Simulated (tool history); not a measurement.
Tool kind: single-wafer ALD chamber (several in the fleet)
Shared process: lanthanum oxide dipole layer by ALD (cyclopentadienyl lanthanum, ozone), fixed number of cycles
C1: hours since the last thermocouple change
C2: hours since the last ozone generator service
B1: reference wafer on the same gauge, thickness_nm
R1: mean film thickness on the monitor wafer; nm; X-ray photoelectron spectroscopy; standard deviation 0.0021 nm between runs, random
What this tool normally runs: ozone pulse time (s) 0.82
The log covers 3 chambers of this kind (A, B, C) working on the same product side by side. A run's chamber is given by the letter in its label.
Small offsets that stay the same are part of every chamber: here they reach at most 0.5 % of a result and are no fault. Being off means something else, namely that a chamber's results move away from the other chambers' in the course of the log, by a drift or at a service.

Run 1B, hour 3.5: usual settings; C1 1837.3; C2 178.2; B1 0.457. Result: R1 0.46761 nm.
Run 2C, hour 7.2: usual settings; C1 1335; C2 265.5; B1 0.45727. Result: R1 0.46846 nm.
Run 3A, hour 12.3: usual settings; C1 1817.5; C2 77.8; B1 0.45689. Result: R1 0.46416 nm.
Run 4A, hour 17.1: usual settings; C1 1822.3; C2 82.6; B1 0.45681. Result: R1 0.46649 nm.
Run 5C, hour 21.9: usual settings; C1 1349.7; C2 280.2; B1 0.4576. Result: R1 0.46783 nm.
Run 6B, hour 26.3: usual settings; C1 1860.1; C2 201; B1 0.45686. Result: R1 0.46664 nm.
Run 7A, hour 31.5: usual settings; C1 1836.7; C2 97; B1 0.45717. Result: R1 0.46754 nm.
Run 8B, hour 36.2: usual settings; C1 1870; C2 210.9; B1 0.45738. Result: R1 0.4642 nm.
Run 9C, hour 38.5: usual settings; C1 1366.3; C2 296.8; B1 0.45671. Result: R1 0.46889 nm.
Run 10C, hour 41.4: usual settings; C1 1369.2; C2 299.7; B1 0.45696. Result: R1 0.46459 nm.
Run 11A, hour 45.3: usual settings; C1 1850.5; C2 110.8; B1 0.45674. Result: R1 0.46289 nm.
Run 12B, hour 47.7: usual settings; C1 1881.5; C2 222.4; B1 0.45687. Result: R1 0.46368 nm.
Run 13B, hour 51.1: usual settings; C1 1884.9; C2 225.8; B1 0.45689. Result: R1 0.46174 nm.
Run 14C, hour 56: usual settings; C1 1383.8; C2 314.3; B1 0.45642. Result: R1 0.46676 nm.
Run 15A, hour 59.2: usual settings; C1 1864.4; C2 124.7; B1 0.45663. Result: R1 0.46658 nm.
Run 16B, hour 62.5: usual settings; C1 1896.3; C2 237.2; B1 0.45679. Result: R1 0.46193 nm.
Run 17C, hour 65.3: usual settings; C1 1393.1; C2 323.6; B1 0.45776. Result: R1 0.46858 nm.
Run 18A, hour 69.7: usual settings; C1 1874.9; C2 135.2; B1 0.45701. Result: R1 0.46659 nm.
Run 19A, hour 73.4: usual settings; C1 1878.6; C2 138.9; B1 0.45708. Result: R1 0.46365 nm.
Run 20C, hour 77.7: usual settings; C1 1405.5; C2 336; B1 0.45707. Result: R1 0.46788 nm.
At hour 79.3: chamber C: thermocouple changed; heater temperature recalibrated.
Run 21B, hour 82.2: usual settings; C1 1916; C2 256.9; B1 0.4565. Result: R1 0.45645 nm.
Run 22A, hour 85: usual settings; C1 1890.2; C2 150.5; B1 0.45708. Result: R1 0.46385 nm.
Run 23B, hour 87.7: usual settings; C1 1921.5; C2 262.4; B1 0.45729. Result: R1 0.457 nm.
Run 24C, hour 92.6: usual settings; C1 13.4; C2 350.9; B1 0.45693. Result: R1 0.46868 nm.
Run 25C, hour 97.8: usual settings; C1 18.6; C2 356.1; B1 0.45665. Result: R1 0.46819 nm.
Run 26B, hour 100.8: usual settings but ozone pulse time (s) 1.1; C1 1934.6; C2 275.5; B1 0.45652. Result: R1 0.50279 nm.
Run 27A, hour 104: usual settings but ozone pulse time (s) 1.1; C1 1909.2; C2 169.5; B1 0.45687. Result: R1 0.51555 nm.
Run 28A, hour 108.9: usual settings but ozone pulse time (s) 1.1; C1 1914.1; C2 174.4; B1 0.4573. Result: R1 0.51258 nm.
Run 29B, hour 114.1: usual settings; C1 1947.9; C2 288.8; B1 0.45654. Result: R1 0.44978 nm.
Run 30C, hour 118.7: usual settings; C1 39.5; C2 377; B1 0.45636. Result: R1 0.46681 nm.
At hour 122.6: chamber B: thermocouple changed; heater temperature recalibrated.
Run 31A, hour 123.5: usual settings; C1 1928.7; C2 189; B1 0.45665. Result: R1 0.46967 nm.
Run 32C, hour 128.7: usual settings; C1 49.5; C2 387; B1 0.45693. Result: R1 0.4668 nm.
Run 33B, hour 133.2: usual settings; C1 10.6; C2 307.9; B1 0.45728. Result: R1 0.4448 nm.
Run 34B, hour 137.3: usual settings; C1 14.7; C2 312; B1 0.45706. Result: R1 0.44245 nm.
Run 35A, hour 139.6: usual settings; C1 1944.8; C2 205.1; B1 0.45686. Result: R1 0.46391 nm.
Run 36C, hour 142.5: usual settings; C1 63.3; C2 400.8; B1 0.45681. Result: R1 0.46719 nm.
Run 37A, hour 145.3: usual settings; C1 1950.5; C2 210.8; B1 0.45766. Result: R1 0.4642 nm.

The same settings go to every chamber for the next run, one line per chamber below. Forecast the results for each:
Run 38A, hour 149: usual settings but ozone pulse time (s) 0.65. Result: R1 ?.
Run 38B, hour 149: usual settings but ozone pulse time (s) 0.65. Result: R1 ?.
Run 38C, hour 149: usual settings but ozone pulse time (s) 0.65. Result: R1 ?.

run       R1
38A  0.41801
38B  0.39298
38C  0.42003
